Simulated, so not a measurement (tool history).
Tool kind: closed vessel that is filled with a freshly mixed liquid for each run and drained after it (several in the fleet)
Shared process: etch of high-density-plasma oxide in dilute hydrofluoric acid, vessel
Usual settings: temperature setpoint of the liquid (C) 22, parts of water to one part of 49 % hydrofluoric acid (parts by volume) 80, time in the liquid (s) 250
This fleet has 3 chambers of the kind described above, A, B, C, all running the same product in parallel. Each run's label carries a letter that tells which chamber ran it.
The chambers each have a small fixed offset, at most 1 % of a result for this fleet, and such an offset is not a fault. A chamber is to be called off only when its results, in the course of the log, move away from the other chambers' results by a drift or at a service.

run	hour	temperature setpoint of the liquid (C)	parts of water to one part of 49 % hydrofluoric acid (parts by volume)	time in the liquid (s)	read-back film thickness of the high-density-plasma oxide reference wafer, read on the same gauge (nm)	thickness taken off the high-density-plasma oxide on a monitor wafer (Å)
1C	11.7	22	80	250	80.027	152.86
2B	21.3	22	80	250	80	149.63
3A	34.2	22	80	250	79.98	150.59
4C	47.5	22	80	250	80.001	151.9
5A	60.8	22	80	250	80.013	150.8
6B	71.5	22	80	250	79.975	148.64
7A	84.6	22	80	250	79.962	150.57
8B	92.5	22	80	250	80.007	149.25
9C	106	22	80	250	79.998	154.14
10C	115.9	22	80	250	79.993	152.25
11A	127.7	22	45	250	79.986	283.23
# hour 131: chamber B: hydrofluoric acid flow meter replaced
12B	140.9	22	45	250	80.016	280.77
13C	149.6	22	45	250	79.984	283.55
14B	159.3	22	80	250	79.996	148.3
15A	166.9	22	115	250	80.016	98.455
16A	175.9	22	115	250	80.016	98.534
17B	188.6	22	115	250	79.99	98.575
18C	196.8	22	80	250	80.019	152.04
19A	204.7	22	80	250	80.002	145.66
20C	211.2	25	45	250	80.019	323.28
21B	224.8	25	45	250	79.955	317.95
22A	234	25	45	250	79.981	305.82
23B	244.9	22	80	250	79.998	148.76
24C	256.1	22	80	250	80.008	151.86
25B	269.1	22	80	250	79.999	150.71
26C	283	17.5	80	250	80.023	126.01
27A	295	17.5	80	250	79.997	115.26
28B	307.6	17.5	80	250	80.009	124.94
29C	315.5	20	80	250	80.008	137.39
30A	325	20	80	250	80.012	129.81
31A	338.6	20	80	250	80.005	127.03
32C	349.2	22	80	250	80.021	149.8
33B	356.7	22	80	250	80.016	151.68

Next, every chamber runs the same settings. What will each give?
34A	366.8	22	80	250		?
34B	366.8	22	80	250		?
34C	366.8	22	80	250		?

run	thickness taken off the high-density-plasma oxide on a monitor wafer (Å)
34A	136.8
34B	147.53
34C	149.75
